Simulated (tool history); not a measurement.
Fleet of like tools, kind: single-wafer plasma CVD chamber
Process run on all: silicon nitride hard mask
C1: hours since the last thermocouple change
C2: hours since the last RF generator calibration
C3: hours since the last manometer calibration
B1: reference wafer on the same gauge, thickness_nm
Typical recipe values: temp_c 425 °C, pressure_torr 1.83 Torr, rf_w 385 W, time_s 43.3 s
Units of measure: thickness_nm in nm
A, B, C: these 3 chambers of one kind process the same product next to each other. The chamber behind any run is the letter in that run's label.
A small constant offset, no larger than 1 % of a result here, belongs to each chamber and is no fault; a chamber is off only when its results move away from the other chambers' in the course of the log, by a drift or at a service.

{"run": "1B", "hour": 12.9, "temp_c": 425, "pressure_torr": 1.83, "rf_w": 385, "time_s": 43.3, "C1": 980.1, "C2": 869.5, "C3": 2079, "B1": 58.01, "thickness_nm": 59.431}
{"run": "2C", "hour": 24.0, "temp_c": 425, "pressure_torr": 1.83, "rf_w": 385, "time_s": 43.3, "C1": 179.5, "C2": 958.1, "C3": 559.1, "B1": 57.984, "thickness_nm": 60.394}
{"run": "3A", "hour": 39.0, "temp_c": 425, "pressure_torr": 1.83, "rf_w": 385, "time_s": 43.3, "C1": 2868.7, "C2": 1132.3, "C3": 1563.3, "B1": 58.032, "thickness_nm": 60.247}
{"hour": 53.2, "done": "chamber B: RF generator calibrated"}
{"run": "4C", "hour": 55.5, "temp_c": 425, "pressure_torr": 1.83, "rf_w": 385, "time_s": 43.3, "C1": 211, "C2": 989.6, "C3": 590.6, "B1": 58.041, "thickness_nm": 60.399}
{"hour": 68.8, "done": "chamber A: thermocouple changed; heater temperature recalibrated"}
{"run": "5B", "hour": 70.4, "temp_c": 425, "pressure_torr": 1.83, "rf_w": 385, "time_s": 43.3, "C1": 1037.6, "C2": 17.3, "C3": 2136.5, "B1": 58.039, "thickness_nm": 59.787}
{"run": "6A", "hour": 80.1, "temp_c": 425, "pressure_torr": 1.83, "rf_w": 385, "time_s": 43.3, "C1": 11.3, "C2": 1173.4, "C3": 1604.4, "B1": 57.974, "thickness_nm": 60.02}
{"hour": 84.1, "done": "chamber B: thermocouple changed; heater temperature recalibrated"}
{"run": "7C", "hour": 87.3, "temp_c": 425, "pressure_torr": 1.83, "rf_w": 385, "time_s": 43.3, "C1": 242.8, "C2": 1021.4, "C3": 622.4, "B1": 58.057, "thickness_nm": 60.442}
{"run": "8B", "hour": 95.3, "temp_c": 425, "pressure_torr": 1.83, "rf_w": 385, "time_s": 43.3, "C1": 11.3, "C2": 42.2, "C3": 2161.4, "B1": 57.919, "thickness_nm": 59.317}
{"run": "9A", "hour": 107.5, "temp_c": 425, "pressure_torr": 1.83, "rf_w": 385, "time_s": 43.3, "C1": 38.7, "C2": 1200.8, "C3": 1631.8, "B1": 57.985, "thickness_nm": 59.672}
{"run": "10A", "hour": 115.2, "temp_c": 425, "pressure_torr": 1.83, "rf_w": 385, "time_s": 43.3, "C1": 46.4, "C2": 1208.5, "C3": 1639.5, "B1": 57.963, "thickness_nm": 59.123}
{"hour": 123.9, "done": "chamber C: RF generator calibrated"}
{"run": "11C", "hour": 128.0, "temp_c": 425, "pressure_torr": 1.83, "rf_w": 385, "time_s": 43.3, "C1": 283.5, "C2": 4.1, "C3": 663.1, "B1": 58.008, "thickness_nm": 60.62}
{"run": "12B", "hour": 143.4, "temp_c": 425, "pressure_torr": 1.83, "rf_w": 385, "time_s": 43.3, "C1": 59.4, "C2": 90.3, "C3": 2209.5, "B1": 58.056, "thickness_nm": 60.283}
{"run": "13A", "hour": 158.1, "temp_c": 425, "pressure_torr": 1.83, "rf_w": 385, "time_s": 43.3, "C1": 89.3, "C2": 1251.4, "C3": 1682.4, "B1": 58.025, "thickness_nm": 59.479}
{"run": "14B", "hour": 165.4, "temp_c": 425, "pressure_torr": 1.83, "rf_w": 450, "time_s": 38.5, "C1": 81.4, "C2": 112.3, "C3": 2231.5, "B1": 58.063, "thickness_nm": 57.902}
{"run": "15C", "hour": 174.3, "temp_c": 425, "pressure_torr": 1.83, "rf_w": 450, "time_s": 38.5, "C1": 329.8, "C2": 50.4, "C3": 709.4, "B1": 58.04, "thickness_nm": 58.655}
{"run": "16C", "hour": 186.1, "temp_c": 425, "pressure_torr": 1.83, "rf_w": 450, "time_s": 38.5, "C1": 341.6, "C2": 62.2, "C3": 721.2, "B1": 58, "thickness_nm": 58.989}
{"run": "17B", "hour": 200.2, "temp_c": 425, "pressure_torr": 1.83, "rf_w": 385, "time_s": 43.3, "C1": 116.2, "C2": 147.1, "C3": 2266.3, "B1": 58.047, "thickness_nm": 59.944}
{"run": "18A", "hour": 212.6, "temp_c": 425, "pressure_torr": 1.83, "rf_w": 385, "time_s": 43.3, "C1": 143.8, "C2": 1305.9, "C3": 1736.9, "B1": 57.986, "thickness_nm": 59.754}
{"run": "19C", "hour": 227.2, "temp_c": 425, "pressure_torr": 1.83, "rf_w": 385, "time_s": 43.3, "C1": 382.7, "C2": 103.3, "C3": 762.3, "B1": 58.059, "thickness_nm": 60.32}
{"run": "20B", "hour": 236.5, "temp_c": 425, "pressure_torr": 1.83, "rf_w": 385, "time_s": 43.3, "C1": 152.5, "C2": 183.4, "C3": 2302.6, "B1": 57.948, "thickness_nm": 59.594}
{"run": "21A", "hour": 248.5, "temp_c": 425, "pressure_torr": 1.83, "rf_w": 385, "time_s": 43.3, "C1": 179.7, "C2": 1341.8, "C3": 1772.8, "B1": 58.071, "thickness_nm": 59.872}
{"run": "22B", "hour": 262.5, "temp_c": 425, "pressure_torr": 1.83, "rf_w": 385, "time_s": 43.3, "C1": 178.5, "C2": 209.4, "C3": 2328.6, "B1": 58.025, "thickness_nm": 59.571}
{"hour": 274.6, "done": "chamber B: capacitance manometer re-zeroed and calibrated"}
{"run": "23A", "hour": 278.9, "temp_c": 425, "pressure_torr": 1.83, "rf_w": 385, "time_s": 43.3, "C1": 210.1, "C2": 1372.2, "C3": 1803.2, "B1": 58.059, "thickness_nm": 59.017}
{"run": "24C", "hour": 287.8, "temp_c": 425, "pressure_torr": 1.83, "rf_w": 385, "time_s": 43.3, "C1": 443.3, "C2": 163.9, "C3": 822.9, "B1": 57.974, "thickness_nm": 60.519}
{"run": "25C", "hour": 295.2, "temp_c": 425, "pressure_torr": 1.83, "rf_w": 385, "time_s": 43.3, "C1": 450.7, "C2": 171.3, "C3": 830.3, "B1": 58.077, "thickness_nm": 60.31}
{"run": "26A", "hour": 306.6, "temp_c": 425, "pressure_torr": 1.83, "rf_w": 385, "time_s": 43.3, "C1": 237.8, "C2": 1399.9, "C3": 1830.9, "B1": 58.079, "thickness_nm": 59.874}
{"run": "27B", "hour": 320.4, "temp_c": 425, "pressure_torr": 1.83, "rf_w": 385, "time_s": 43.3, "C1": 236.4, "C2": 267.3, "C3": 45.8, "B1": 57.903, "thickness_nm": 58.916}
{"run": "28B", "hour": 330.2, "temp_c": 425, "pressure_torr": 1.83, "rf_w": 385, "time_s": 43.3, "C1": 246.2, "C2": 277.1, "C3": 55.6, "B1": 58.031, "thickness_nm": 59.394}
{"run": "29A", "hour": 344.8, "temp_c": 425, "pressure_torr": 1.83, "rf_w": 385, "time_s": 43.3, "C1": 276, "C2": 1438.1, "C3": 1869.1, "B1": 57.977, "thickness_nm": 59.361}
{"run": "30C", "hour": 354.8, "temp_c": 425, "pressure_torr": 1.83, "rf_w": 385, "time_s": 43.3, "C1": 510.3, "C2": 230.9, "C3": 889.9, "B1": 58.072, "thickness_nm": 59.769}
{"run": "31B", "hour": 370.7, "temp_c": 425, "pressure_torr": 1.83, "rf_w": 385, "time_s": 43.3, "C1": 286.7, "C2": 317.6, "C3": 96.1, "B1": 58.051, "thickness_nm": 59.526}
{"run": "32C", "hour": 384.4, "temp_c": 425, "pressure_torr": 1.83, "rf_w": 385, "time_s": 43.3, "C1": 539.9, "C2": 260.5, "C3": 919.5, "B1": 57.971, "thickness_nm": 59.471}
{"run": "33A", "hour": 400.0, "temp_c": 425, "pressure_torr": 1.83, "rf_w": 385, "time_s": 43.3, "C1": 331.2, "C2": 1493.3, "C3": 1924.3, "B1": 57.946, "thickness_nm": 59.645}
{"run": "34C", "hour": 412.4, "temp_c": 416, "pressure_torr": 1.83, "rf_w": 385, "time_s": 43.3, "C1": 567.9, "C2": 288.5, "C3": 947.5, "B1": 58.033, "thickness_nm": 60.656}
{"run": "35B", "hour": 422.4, "temp_c": 416, "pressure_torr": 1.83, "rf_w": 385, "time_s": 43.3, "C1": 338.4, "C2": 369.3, "C3": 147.8, "B1": 58.01, "thickness_nm": 59.957}
{"run": "36A", "hour": 430.9, "temp_c": 416, "pressure_torr": 1.83, "rf_w": 385, "time_s": 43.3, "C1": 362.1, "C2": 1524.2, "C3": 1955.2, "B1": 57.937, "thickness_nm": 60.659}
{"run": "37A", "hour": 442.9, "temp_c": 425, "pressure_torr": 1.83, "rf_w": 385, "time_s": 43.3, "C1": 374.1, "C2": 1536.2, "C3": 1967.2, "B1": 57.99, "thickness_nm": 59.34}
{"run": "38C", "hour": 451.2, "temp_c": 425, "pressure_torr": 1.83, "rf_w": 385, "time_s": 43.3, "C1": 606.7, "C2": 327.3, "C3": 986.3, "B1": 58.005, "thickness_nm": 59.996}

Read the log: is a single chamber off, either drifting away or since a service, is the gauge that measures every chamber drifting, or is nothing wrong beyond small per-chamber offsets? Name any odd chamber and what most likely caused it.

Nothing is wrong: each chamber keeps only its own small, steady offset and the gauge holds still.
